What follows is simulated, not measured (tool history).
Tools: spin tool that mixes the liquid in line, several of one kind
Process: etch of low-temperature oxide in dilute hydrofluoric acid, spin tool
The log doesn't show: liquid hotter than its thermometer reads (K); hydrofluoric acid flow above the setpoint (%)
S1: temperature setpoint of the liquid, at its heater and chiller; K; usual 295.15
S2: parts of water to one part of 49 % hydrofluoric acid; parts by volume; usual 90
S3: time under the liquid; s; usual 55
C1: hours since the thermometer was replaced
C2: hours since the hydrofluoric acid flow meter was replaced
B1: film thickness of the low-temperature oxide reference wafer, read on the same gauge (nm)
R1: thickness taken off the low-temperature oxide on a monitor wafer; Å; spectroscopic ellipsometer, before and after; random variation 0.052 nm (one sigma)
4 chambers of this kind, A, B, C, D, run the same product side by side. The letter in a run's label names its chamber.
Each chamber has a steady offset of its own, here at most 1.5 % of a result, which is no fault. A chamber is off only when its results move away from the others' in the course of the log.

{"run": "1D", "hour": 5.2, "S1": 295.15, "S2": 90, "S3": 55, "C1": 1509.6, "C2": 180.8, "B1": 130.02, "R1": 123.43}
{"run": "2A", "hour": 12.0, "S1": 295.15, "S2": 90, "S3": 55, "C1": 164.7, "C2": 175.2, "B1": 129.97, "R1": 124.27}
{"run": "3C", "hour": 17.9, "S1": 295.15, "S2": 90, "S3": 55, "C1": 1362.7, "C2": 856.5, "B1": 130.03, "R1": 123.01}
{"run": "4B", "hour": 25.0, "S1": 295.15, "S2": 90, "S3": 55, "C1": 1141.6, "C2": 1850.0, "B1": 129.96, "R1": 123.46}
{"run": "5D", "hour": 32.3, "S1": 295.15, "S2": 90, "S3": 55, "C1": 1536.7, "C2": 207.9, "B1": 129.99, "R1": 123.9}
{"run": "6C", "hour": 38.6, "S1": 295.15, "S2": 90, "S3": 40, "C1": 1383.4, "C2": 877.2, "B1": 129.97, "R1": 89.934}
{"run": "7B", "hour": 43.7, "S1": 295.15, "S2": 90, "S3": 40, "C1": 1160.3, "C2": 1868.7, "B1": 130.02, "R1": 89.296}
{"run": "8A", "hour": 51.8, "S1": 295.15, "S2": 90, "S3": 40, "C1": 204.5, "C2": 215.0, "B1": 129.98, "R1": 90.042}
{"run": "9A", "hour": 59.7, "S1": 295.15, "S2": 90, "S3": 40, "C1": 212.4, "C2": 222.9, "B1": 130.04, "R1": 90.062}
{"run": "10D", "hour": 67.8, "S1": 295.15, "S2": 90, "S3": 55, "C1": 1572.2, "C2": 243.4, "B1": 130.01, "R1": 124.54}
{"run": "11C", "hour": 74.7, "S1": 295.15, "S2": 90, "S3": 55, "C1": 1419.5, "C2": 913.3, "B1": 130.01, "R1": 124.59}
{"run": "12B", "hour": 80.6, "S1": 295.15, "S2": 90, "S3": 55, "C1": 1197.2, "C2": 1905.6, "B1": 130.05, "R1": 121.79}
{"run": "13B", "hour": 86.4, "S1": 295.15, "S2": 90, "S3": 55, "C1": 1203.0, "C2": 1911.4, "B1": 130.0, "R1": 123.05}
{"run": "14C", "hour": 93.3, "S1": 295.15, "S2": 125, "S3": 25, "C1": 1438.1, "C2": 931.9, "B1": 129.97, "R1": 38.872}
{"run": "15D", "hour": 100.2, "S1": 295.15, "S2": 125, "S3": 25, "C1": 1604.6, "C2": 275.8, "B1": 129.98, "R1": 39.151}
{"run": "16A", "hour": 106.2, "S1": 295.15, "S2": 125, "S3": 25, "C1": 258.9, "C2": 269.4, "B1": 130.0, "R1": 39.113}
{"run": "17A", "hour": 112.8, "S1": 295.15, "S2": 125, "S3": 25, "C1": 265.5, "C2": 276.0, "B1": 130.04, "R1": 39.201}
{"run": "18C", "hour": 121.0, "S1": 295.15, "S2": 90, "S3": 55, "C1": 1465.8, "C2": 959.6, "B1": 130.04, "R1": 123.24}
{"run": "19B", "hour": 126.6, "S1": 295.15, "S2": 90, "S3": 45, "C1": 1243.2, "C2": 1951.6, "B1": 130.03, "R1": 99.867}
{"run": "20D", "hour": 133.1, "S1": 295.15, "S2": 90, "S3": 45, "C1": 1637.5, "C2": 308.7, "B1": 129.95, "R1": 102.49}
{"run": "21B", "hour": 137.7, "S1": 295.15, "S2": 90, "S3": 45, "C1": 1254.3, "C2": 1962.7, "B1": 129.99, "R1": 100.31}
{"run": "22A", "hour": 146.1, "S1": 295.15, "S2": 90, "S3": 45, "C1": 298.8, "C2": 309.3, "B1": 130.03, "R1": 102.75}
{"run": "23C", "hour": 151.7, "S1": 295.15, "S2": 90, "S3": 55, "C1": 1496.5, "C2": 990.3, "B1": 129.98, "R1": 124.07}
{"run": "24D", "hour": 160.0, "S1": 295.15, "S2": 90, "S3": 55, "C1": 1664.4, "C2": 335.6, "B1": 130.04, "R1": 126.18}
{"run": "25C", "hour": 164.8, "S1": 295.15, "S2": 90, "S3": 55, "C1": 1509.6, "C2": 1003.4, "B1": 130.01, "R1": 123.04}
{"run": "26A", "hour": 171.4, "S1": 295.15, "S2": 90, "S3": 55, "C1": 324.1, "C2": 334.6, "B1": 130.01, "R1": 124.69}
{"run": "27D", "hour": 179.5, "S1": 295.15, "S2": 55, "S3": 90, "C1": 1683.9, "C2": 355.1, "B1": 129.98, "R1": 356.24}
{"hour": 181.4, "done": "chamber B: hydrofluoric acid flow meter replaced"}
{"run": "28B", "hour": 187.6, "S1": 295.15, "S2": 55, "S3": 90, "C1": 1304.2, "C2": 6.2, "B1": 129.98, "R1": 344.87}
{"run": "29C", "hour": 191.3, "S1": 295.15, "S2": 55, "S3": 90, "C1": 1536.1, "C2": 1029.9, "B1": 130.0, "R1": 348.58}
{"run": "30B", "hour": 197.2, "S1": 295.15, "S2": 55, "S3": 90, "C1": 1313.8, "C2": 15.8, "B1": 129.96, "R1": 342.91}
{"run": "31D", "hour": 202.8, "S1": 295.15, "S2": 90, "S3": 90, "C1": 1707.2, "C2": 378.4, "B1": 129.99, "R1": 206.91}
{"run": "32A", "hour": 209.7, "S1": 295.15, "S2": 90, "S3": 90, "C1": 362.4, "C2": 372.9, "B1": 130.01, "R1": 204.31}
{"run": "33B", "hour": 215.5, "S1": 295.15, "S2": 90, "S3": 90, "C1": 1332.1, "C2": 34.1, "B1": 129.99, "R1": 199.58}
{"run": "34D", "hour": 221.6, "S1": 295.15, "S2": 90, "S3": 90, "C1": 1726.0, "C2": 397.2, "B1": 129.98, "R1": 209.34}
{"run": "35A", "hour": 229.7, "S1": 295.15, "S2": 90, "S3": 55, "C1": 382.4, "C2": 392.9, "B1": 130.03, "R1": 124.61}
{"run": "36C", "hour": 235.9, "S1": 295.15, "S2": 90, "S3": 55, "C1": 1580.7, "C2": 1074.5, "B1": 130.04, "R1": 124.07}
{"hour": 238.0, "done": "chamber B: thermometer replaced"}
{"run": "37C", "hour": 243.3, "S1": 295.15, "S2": 90, "S3": 55, "C1": 1588.1, "C2": 1081.9, "B1": 130.01, "R1": 123.11}
{"run": "38B", "hour": 249.8, "S1": 295.15, "S2": 90, "S3": 55, "C1": 11.8, "C2": 68.4, "B1": 129.99, "R1": 121.86}
{"run": "39D", "hour": 254.6, "S1": 295.15, "S2": 90, "S3": 55, "C1": 1759.0, "C2": 430.2, "B1": 130.04, "R1": 127.89}
{"run": "40A", "hour": 259.7, "S1": 295.15, "S2": 90, "S3": 85, "C1": 412.4, "C2": 422.9, "B1": 130.01, "R1": 192.23}
{"run": "41D", "hour": 266.7, "S1": 295.15, "S2": 90, "S3": 85, "C1": 1771.1, "C2": 442.3, "B1": 130.06, "R1": 197.65}
{"run": "42B", "hour": 270.9, "S1": 295.15, "S2": 90, "S3": 85, "C1": 32.9, "C2": 89.5, "B1": 130.02, "R1": 188.12}
{"run": "43A", "hour": 276.4, "S1": 295.15, "S2": 90, "S3": 85, "C1": 429.1, "C2": 439.6, "B1": 130.01, "R1": 193.23}
{"run": "44C", "hour": 284.7, "S1": 295.15, "S2": 90, "S3": 55, "C1": 1629.5, "C2": 1123.3, "B1": 130.01, "R1": 123.29}

All 4 chambers run these settings next. Forecast each chamber's results:
{"run": "45A", "hour": 290.9, "S1": 295.15, "S2": 90, "S3": 70, "R1": "?"}
{"run": "45B", "hour": 290.9, "S1": 295.15, "S2": 90, "S3": 70, "R1": "?"}
{"run": "45C", "hour": 290.9, "S1": 295.15, "S2": 90, "S3": 70, "R1": "?"}
{"run": "45D", "hour": 290.9, "S1": 295.15, "S2": 90, "S3": 70, "R1": "?"}

run=45A R1=158.200
run=45B R1=156.220
run=45C R1=157.060
run=45D R1=163.660
